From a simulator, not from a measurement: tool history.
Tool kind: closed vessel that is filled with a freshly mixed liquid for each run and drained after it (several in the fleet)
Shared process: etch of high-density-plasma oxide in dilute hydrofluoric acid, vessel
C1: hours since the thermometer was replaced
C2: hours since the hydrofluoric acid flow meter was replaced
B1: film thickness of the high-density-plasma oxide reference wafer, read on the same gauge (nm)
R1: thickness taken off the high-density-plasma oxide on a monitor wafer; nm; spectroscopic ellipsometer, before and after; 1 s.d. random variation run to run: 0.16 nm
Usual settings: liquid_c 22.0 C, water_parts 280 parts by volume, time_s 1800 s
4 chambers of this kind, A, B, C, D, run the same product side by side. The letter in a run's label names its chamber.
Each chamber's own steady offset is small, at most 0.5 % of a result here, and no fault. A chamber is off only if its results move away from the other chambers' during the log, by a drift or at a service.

run 1B hour=4.8 | liquid_c=22.0 water_parts=280 time_s=1800 | C1=697.1 C2=608.3 | B1=79.993 | R1=26.184
run 2A hour=7.9 | liquid_c=22.0 water_parts=280 time_s=1800 | C1=563.7 C2=1928.3 | B1=79.983 | R1=26.078
run 3D hour=10.6 | liquid_c=22.0 water_parts=280 time_s=1800 | C1=27.7 C2=603.9 | B1=80.000 | R1=26.329
run 4C hour=14.2 | liquid_c=22.0 water_parts=280 time_s=1800 | C1=670.9 C2=113.0 | B1=79.996 | R1=26.346
run 5A hour=17.4 | liquid_c=22.0 water_parts=280 time_s=1800 | C1=573.2 C2=1937.8 | B1=80.003 | R1=26.295
run 6B hour=21.8 | liquid_c=22.0 water_parts=280 time_s=1800 | C1=714.1 C2=625.3 | B1=80.021 | R1=26.049
run 7D hour=25.4 | liquid_c=22.0 water_parts=280 time_s=1800 | C1=42.5 C2=618.7 | B1=80.017 | R1=26.332
run 8C hour=28.0 | liquid_c=22.0 water_parts=280 time_s=1800 | C1=684.7 C2=126.8 | B1=79.984 | R1=26.145
run 9B hour=31.7 | liquid_c=22.0 water_parts=280 time_s=1800 | C1=724.0 C2=635.2 | B1=79.991 | R1=26.349
run 10D hour=36.7 | liquid_c=18.5 water_parts=175 time_s=1800 | C1=53.8 C2=630.0 | B1=79.977 | R1=41.479
run 11C hour=41.5 | liquid_c=18.5 water_parts=175 time_s=1800 | C1=698.2 C2=140.3 | B1=80.011 | R1=41.282
run 12A hour=43.7 | liquid_c=18.5 water_parts=175 time_s=1800 | C1=599.5 C2=1964.1 | B1=79.986 | R1=40.688
run 13D hour=48.0 | liquid_c=18.5 water_parts=175 time_s=1800 | C1=65.1 C2=641.3 | B1=80.001 | R1=41.634
run 14B hour=50.8 | liquid_c=22.0 water_parts=280 time_s=1800 | C1=743.1 C2=654.3 | B1=79.992 | R1=26.014
run 15C hour=54.7 | liquid_c=22.0 water_parts=280 time_s=1800 | C1=711.4 C2=153.5 | B1=79.986 | R1=26.121
run 16A hour=58.9 | liquid_c=22.0 water_parts=280 time_s=1800 | C1=614.7 C2=1979.3 | B1=79.992 | R1=26.340
run 17B hour=63.8 | liquid_c=22.0 water_parts=280 time_s=1800 | C1=756.1 C2=667.3 | B1=80.001 | R1=25.898
run 18A hour=67.4 | liquid_c=22.0 water_parts=280 time_s=1800 | C1=623.2 C2=1987.8 | B1=79.969 | R1=26.075
run 19D hour=71.4 | liquid_c=22.0 water_parts=280 time_s=1800 | C1=88.5 C2=664.7 | B1=79.999 | R1=26.271
run 20C hour=74.7 | liquid_c=22.0 water_parts=280 time_s=1800 | C1=731.4 C2=173.5 | B1=80.013 | R1=26.304
run 21A hour=79.8 | liquid_c=22.0 water_parts=280 time_s=1800 | C1=635.6 C2=2000.2 | B1=80.019 | R1=26.175
run 22C hour=84.4 | liquid_c=22.0 water_parts=280 time_s=1800 | C1=741.1 C2=183.2 | B1=79.993 | R1=26.391
run 23D hour=88.4 | liquid_c=25.5 water_parts=405 time_s=1800 | C1=105.5 C2=681.7 | B1=80.016 | R1=18.209
run 24B hour=91.9 | liquid_c=25.5 water_parts=405 time_s=1800 | C1=784.2 C2=695.4 | B1=79.996 | R1=18.235
run 25B hour=94.7 | liquid_c=25.5 water_parts=405 time_s=1800 | C1=787.0 C2=698.2 | B1=79.986 | R1=18.274
run 26A hour=99.4 | liquid_c=25.5 water_parts=405 time_s=1800 | C1=655.2 C2=2019.8 | B1=79.993 | R1=18.051
run 27D hour=102.0 | liquid_c=22.0 water_parts=280 time_s=1800 | C1=119.1 C2=695.3 | B1=80.011 | R1=26.418
run 28C hour=104.4 | liquid_c=22.0 water_parts=280 time_s=1800 | C1=761.1 C2=203.2 | B1=79.993 | R1=26.015
run 29C hour=107.8 | liquid_c=22.0 water_parts=280 time_s=1800 | C1=764.5 C2=206.6 | B1=79.993 | R1=26.467
run 30A hour=111.4 | liquid_c=22.0 water_parts=280 time_s=1800 | C1=667.2 C2=2031.8 | B1=80.000 | R1=26.104
run 31B hour=113.9 | liquid_c=22.0 water_parts=280 time_s=1800 | C1=806.2 C2=717.4 | B1=79.979 | R1=26.064
run 32D hour=116.6 | liquid_c=22.0 water_parts=280 time_s=1800 | C1=133.7 C2=709.9 | B1=80.012 | R1=26.466
run 33C hour=121.4 | liquid_c=22.0 water_parts=280 time_s=1800 | C1=778.1 C2=220.2 | B1=80.015 | R1=26.217
run 34B hour=124.4 | liquid_c=22.0 water_parts=280 time_s=1800 | C1=816.7 C2=727.9 | B1=80.008 | R1=26.345
run 35D hour=127.6 | liquid_c=22.0 water_parts=280 time_s=1800 | C1=144.7 C2=720.9 | B1=79.993 | R1=26.452
run 36A hour=131.9 | liquid_c=22.0 water_parts=200 time_s=1800 | C1=687.7 C2=2052.3 | B1=79.992 | R1=40.053
run 37D hour=135.4 | liquid_c=22.0 water_parts=200 time_s=1800 | C1=152.5 C2=728.7 | B1=79.990 | R1=40.300
run 38C hour=137.9 | liquid_c=22.0 water_parts=200 time_s=1800 | C1=794.6 C2=236.7 | B1=80.005 | R1=40.366
run 39B hour=142.3 | liquid_c=22.0 water_parts=200 time_s=1800 | C1=834.6 C2=745.8 | B1=80.002 | R1=39.548

Next, every chamber runs the same settings. What will each give?
run 40A hour=145.9 | liquid_c=22.0 water_parts=280 time_s=1800 | R1=?
run 40B hour=145.9 | liquid_c=22.0 water_parts=280 time_s=1800 | R1=?
run 40C hour=145.9 | liquid_c=22.0 water_parts=280 time_s=1800 | R1=?
run 40D hour=145.9 | liquid_c=22.0 water_parts=280 time_s=1800 | R1=?

run=40A R1=26.175
run=40B R1=26.181
run=40C R1=26.280
run=40D R1=26.268
